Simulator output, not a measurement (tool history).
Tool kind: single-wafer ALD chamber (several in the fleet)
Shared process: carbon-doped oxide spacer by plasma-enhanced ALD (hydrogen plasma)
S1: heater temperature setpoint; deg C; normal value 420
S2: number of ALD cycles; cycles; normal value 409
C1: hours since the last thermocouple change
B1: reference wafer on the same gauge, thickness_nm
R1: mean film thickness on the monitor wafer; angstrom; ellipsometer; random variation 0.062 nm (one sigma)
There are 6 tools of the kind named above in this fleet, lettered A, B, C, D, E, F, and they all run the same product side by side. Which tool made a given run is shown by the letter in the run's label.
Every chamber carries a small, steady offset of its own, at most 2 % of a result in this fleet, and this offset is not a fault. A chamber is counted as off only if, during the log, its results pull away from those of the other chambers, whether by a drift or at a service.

run	hour	S1	S2	C1	B1	R1
1C	2.3	420	409	1305.0	19.503	191.96
2F	5.5	420	409	1525.5	19.510	192.84
3B	9.6	420	409	1893.6	19.499	191.63
4E	12.4	420	409	774.9	19.500	192.54
5A	14.8	415	409	909.6	19.488	196.46
6D	18.1	415	409	102.3	19.507	191.14
7F	20.5	415	409	1540.5	19.502	196.57
8B	23.1	415	409	1907.1	19.504	194.12
9E	25.5	415	409	788.0	19.483	193.83
10A	28.8	415	409	923.6	19.493	195.41
11C	31.6	420	409	1334.3	19.519	192.40
12D	35.8	420	409	120.0	19.513	188.90
13A	38.0	420	409	932.8	19.511	192.33
14D	41.5	420	409	125.7	19.520	188.51
15C	44.2	420	409	1346.9	19.497	190.75
16E	47.2	420	409	809.7	19.494	192.59
17F	49.1	420	409	1569.1	19.508	193.00
18B	51.2	432	409	1935.2	19.503	183.31
19A	55.0	432	409	949.8	19.502	185.04
20D	58.7	432	409	142.9	19.496	180.78
21C	62.6	432	409	1365.3	19.496	184.44
22B	65.5	432	409	1949.5	19.497	184.61
23F	69.0	432	409	1589.0	19.490	185.65
24E	72.0	420	409	834.5	19.501	192.29
25C	75.5	420	409	1378.2	19.491	192.07
26F	78.4	420	409	1598.4	19.506	192.68
27E	80.8	430	438	843.3	19.497	199.57
28D	83.7	430	438	167.9	19.501	196.62
29A	87.8	430	438	982.6	19.490	200.53
30B	90.2	430	438	1974.2	19.496	197.84
31D	92.4	430	438	176.6	19.497	196.33
32C	95.8	430	438	1398.5	19.497	199.12
33E	97.8	420	409	860.3	19.506	191.29
34B	99.7	414	409	1983.7	19.484	194.44
35F	103.7	414	409	1623.7	19.509	196.14
36A	105.6	414	409	1000.4	19.497	195.68

What goes on in this fleet: one chamber off, a drifting gauge, or nothing beyond the chambers' own small offsets? Name the chamber and the cause, if any.

All chambers stay in line apart from their small fixed offsets, and the gauge does not drift.

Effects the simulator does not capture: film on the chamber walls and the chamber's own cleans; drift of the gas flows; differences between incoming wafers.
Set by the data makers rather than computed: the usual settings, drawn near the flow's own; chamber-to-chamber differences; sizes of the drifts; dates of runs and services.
